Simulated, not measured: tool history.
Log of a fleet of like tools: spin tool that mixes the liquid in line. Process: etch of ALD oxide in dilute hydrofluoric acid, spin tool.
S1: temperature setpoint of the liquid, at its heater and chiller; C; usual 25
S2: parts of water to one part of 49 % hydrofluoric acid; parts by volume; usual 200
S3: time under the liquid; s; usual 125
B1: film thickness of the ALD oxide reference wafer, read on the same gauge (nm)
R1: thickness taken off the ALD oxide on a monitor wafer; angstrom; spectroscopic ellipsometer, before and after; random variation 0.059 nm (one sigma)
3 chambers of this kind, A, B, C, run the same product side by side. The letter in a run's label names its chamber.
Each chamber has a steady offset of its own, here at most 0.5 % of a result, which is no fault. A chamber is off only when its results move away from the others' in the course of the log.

run	hour	S1	S2	S3	B1	R1
1C	8.5	25	200	125	40.006	109.240
2A	16.6	25	200	125	39.990	110.790
3B	27.4	25	200	125	39.988	111.590
4B	35.1	25	200	125	39.964	111.970
5A	48.2	25	200	125	40.005	111.500
6C	56.8	25	200	90	40.017	80.402
7A	68.6	25	200	90	40.006	79.508
8C	80.4	25	200	90	40.000	80.006
9B	95.3	25	200	125	40.008	111.540
10C	108.3	25	200	125	39.995	110.710
11A	123.5	25	200	125	39.981	112.510
12B	137.3	25	200	125	40.015	110.670
13A	147.5	25	200	125	39.991	112.220
14C	155.4	25	200	125	39.979	111.300
15B	170.6	25	200	75	39.994	66.082
# hour 174.1: chamber C: thermometer replaced
16C	182.1	25	200	75	39.994	66.278
17A	197.6	25	200	75	39.999	69.305
18B	211.1	25	120	160	39.965	259.020
19B	221.3	25	120	160	40.011	257.580
20A	235.4	25	120	160	39.979	267.820
21C	249.6	25	200	125	40.014	110.460
22C	257.7	25	285	70	39.949	40.250
23B	266.4	25	285	70	39.989	39.806
24A	277.3	25	285	70	39.988	42.565
25C	288.9	25	200	125	39.993	111.390

Is one chamber off against the others, does the gauge drift, or is nothing wrong? If a chamber is off, say which, and what the likeliest cause is.

Chamber A drifts away from the others.
Cause: hydrofluoric acid flow above the setpoint (%) = 5.73.
The log may not tell that from: liquid hotter than its thermometer reads (K).

Here are 4 candidates for chamber A's next run, each the usual settings with a change, their results left as question marks. Which one brings its results back in line with what the others give on the usual settings?
In line means no further than this from the other chambers' mean on the usual settings: R1 2.100 angstrom
26A-1	300.4	25	190	125		?
26A-2	300.4	25	205	120		?
26A-3	300.4	25	195	125		?
26A-4	300.4	25	205	125		?

The other chambers' mean on the usual settings: R1 110.920 angstrom
run	R1
26A-1	125.790
26A-2	110.320
26A-3	121.980
26A-4	114.920
26A-2 brings the chamber back in line.
